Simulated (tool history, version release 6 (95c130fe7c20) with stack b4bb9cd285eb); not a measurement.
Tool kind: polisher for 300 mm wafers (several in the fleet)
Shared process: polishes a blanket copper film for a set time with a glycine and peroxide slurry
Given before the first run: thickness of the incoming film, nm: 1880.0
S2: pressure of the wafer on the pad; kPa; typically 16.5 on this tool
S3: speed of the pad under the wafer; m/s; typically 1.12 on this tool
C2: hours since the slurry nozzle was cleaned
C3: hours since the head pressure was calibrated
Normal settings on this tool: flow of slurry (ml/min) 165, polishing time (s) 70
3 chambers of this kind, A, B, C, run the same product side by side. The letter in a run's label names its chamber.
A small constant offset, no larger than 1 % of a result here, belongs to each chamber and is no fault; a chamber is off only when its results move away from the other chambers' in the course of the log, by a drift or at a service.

{"run": "1A", "hour": 4.9, "flow of slurry (ml/min)": 165, "S2": 16.5, "S3": 1.12, "polishing time (s)": 70, "wafers polished on this pad": 1060, "C2": 272.9, "C3": 251.7, "film removed (Å)": 3289.8}
{"hour": 6.6, "done": "chamber B: worn pad replaced by a new one"}
{"run": "2C", "hour": 9.5, "flow of slurry (ml/min)": 165, "S2": 16.5, "S3": 1.12, "polishing time (s)": 70, "wafers polished on this pad": 342, "C2": 891.7, "C3": 432, "film removed (Å)": 3268.6}
{"hour": 10.3, "done": "chamber A: worn pad replaced by a new one"}
{"run": "3B", "hour": 18.5, "flow of slurry (ml/min)": 165, "S2": 16.5, "S3": 1.12, "polishing time (s)": 70, "wafers polished on this pad": 117, "C2": 219.5, "C3": 692.3, "film removed (Å)": 3279.9}
{"run": "4B", "hour": 24.4, "flow of slurry (ml/min)": 165, "S2": 16.5, "S3": 1.12, "polishing time (s)": 70, "wafers polished on this pad": 175, "C2": 225.4, "C3": 698.2, "film removed (Å)": 3278.2}
{"run": "5A", "hour": 28.9, "flow of slurry (ml/min)": 165, "S2": 16.5, "S3": 1.12, "polishing time (s)": 70, "wafers polished on this pad": 183, "C2": 296.9, "C3": 275.7, "film removed (Å)": 3292.8}
{"hour": 29.1, "done": "chamber C: slurry nozzle cleaned"}
{"hour": 34.0, "done": "chamber A: slurry nozzle cleaned"}
{"hour": 35.6, "done": "chamber C: head pressure recalibrated"}
{"run": "6C", "hour": 35.8, "flow of slurry (ml/min)": 165, "S2": 16.5, "S3": 1.12, "polishing time (s)": 70, "wafers polished on this pad": 602, "C2": 6.8, "C3": 0.3, "film removed (Å)": 3332.2}
{"run": "7C", "hour": 42.6, "flow of slurry (ml/min)": 165, "S2": 16.5, "S3": 1.12, "polishing time (s)": 70, "wafers polished on this pad": 669, "C2": 13.6, "C3": 7.1, "film removed (Å)": 3300.9}
{"hour": 45.3, "done": "chamber C: worn pad replaced by a new one"}
{"run": "8A", "hour": 49.6, "flow of slurry (ml/min)": 165, "S2": 16.5, "S3": 1.12, "polishing time (s)": 70, "wafers polished on this pad": 387, "C2": 15.6, "C3": 296.4, "film removed (Å)": 3310.8}
{"run": "9B", "hour": 58.9, "flow of slurry (ml/min)": 165, "S2": 16.5, "S3": 1.12, "polishing time (s)": 70, "wafers polished on this pad": 516, "C2": 259.9, "C3": 732.7, "film removed (Å)": 3323}
{"run": "10B", "hour": 67.1, "flow of slurry (ml/min)": 165, "S2": 16.5, "S3": 1.12, "polishing time (s)": 70, "wafers polished on this pad": 597, "C2": 268.1, "C3": 740.9, "film removed (Å)": 3251.3}
{"run": "11A", "hour": 72.0, "flow of slurry (ml/min)": 165, "S2": 16.5, "S3": 1.12, "polishing time (s)": 70, "wafers polished on this pad": 608, "C2": 38, "C3": 318.8, "film removed (Å)": 3325.4}
{"hour": 74.4, "done": "chamber B: worn pad replaced by a new one"}
{"run": "12C", "hour": 80.6, "flow of slurry (ml/min)": 210, "S2": 21.4, "S3": 1.12, "polishing time (s)": 70, "wafers polished on this pad": 349, "C2": 51.6, "C3": 45.1, "film removed (Å)": 4221.7}
{"run": "13B", "hour": 85.2, "flow of slurry (ml/min)": 210, "S2": 21.4, "S3": 1.12, "polishing time (s)": 70, "wafers polished on this pad": 107, "C2": 286.2, "C3": 759, "film removed (Å)": 4203.3}
{"run": "14A", "hour": 91.5, "flow of slurry (ml/min)": 210, "S2": 21.4, "S3": 1.12, "polishing time (s)": 70, "wafers polished on this pad": 800, "C2": 57.5, "C3": 338.3, "film removed (Å)": 4187.3}
{"run": "15C", "hour": 96.5, "flow of slurry (ml/min)": 205, "S2": 16.5, "S3": 1.12, "polishing time (s)": 88, "wafers polished on this pad": 505, "C2": 67.5, "C3": 61, "film removed (Å)": 4333.3}
{"run": "16B", "hour": 102.2, "flow of slurry (ml/min)": 205, "S2": 16.5, "S3": 1.12, "polishing time (s)": 88, "wafers polished on this pad": 275, "C2": 303.2, "C3": 776, "film removed (Å)": 4256.7}
{"run": "17C", "hour": 109.4, "flow of slurry (ml/min)": 205, "S2": 16.5, "S3": 1.12, "polishing time (s)": 88, "wafers polished on this pad": 633, "C2": 80.4, "C3": 73.9, "film removed (Å)": 4294.6}
{"run": "18A", "hour": 118.4, "flow of slurry (ml/min)": 165, "S2": 16.5, "S3": 1.12, "polishing time (s)": 70, "wafers polished on this pad": 1066, "C2": 84.4, "C3": 365.2, "film removed (Å)": 3230.1}
{"run": "19A", "hour": 124.8, "flow of slurry (ml/min)": 165, "S2": 16.5, "S3": 1.12, "polishing time (s)": 70, "wafers polished on this pad": 1129, "C2": 90.8, "C3": 371.6, "film removed (Å)": 3233.2}
{"hour": 130.5, "done": "chamber C: worn pad replaced by a new one"}
{"run": "20B", "hour": 133.5, "flow of slurry (ml/min)": 165, "S2": 16.5, "S3": 1.12, "polishing time (s)": 70, "wafers polished on this pad": 583, "C2": 334.5, "C3": 807.3, "film removed (Å)": 3279.4}
{"hour": 134.1, "done": "chamber A: worn pad replaced by a new one"}
{"run": "21C", "hour": 140.9, "flow of slurry (ml/min)": 165, "S2": 16.5, "S3": 1.12, "polishing time (s)": 70, "wafers polished on this pad": 103, "C2": 111.9, "C3": 105.4, "film removed (Å)": 3328.8}
{"run": "22B", "hour": 145.9, "flow of slurry (ml/min)": 165, "S2": 16.5, "S3": 1.12, "polishing time (s)": 70, "wafers polished on this pad": 706, "C2": 346.9, "C3": 819.7, "film removed (Å)": 3293.5}
{"run": "23A", "hour": 153.6, "flow of slurry (ml/min)": 165, "S2": 16.5, "S3": 1.12, "polishing time (s)": 70, "wafers polished on this pad": 192, "C2": 119.6, "C3": 400.4, "film removed (Å)": 3277.1}

Predict what each chamber gives when all 3 of them run the settings below next.
{"run": "24A", "hour": 160.7, "flow of slurry (ml/min)": 165, "S2": 16.5, "S3": 1.12, "polishing time (s)": 70, "film removed (Å)": "?"}
{"run": "24B", "hour": 160.7, "flow of slurry (ml/min)": 165, "S2": 16.5, "S3": 1.12, "polishing time (s)": 70, "film removed (Å)": "?"}
{"run": "24C", "hour": 160.7, "flow of slurry (ml/min)": 165, "S2": 16.5, "S3": 1.12, "polishing time (s)": 70, "film removed (Å)": "?"}

run=24A film_removed_(Å)=3293.3
run=24B film_removed_(Å)=3274.1
run=24C film_removed_(Å)=3319.7
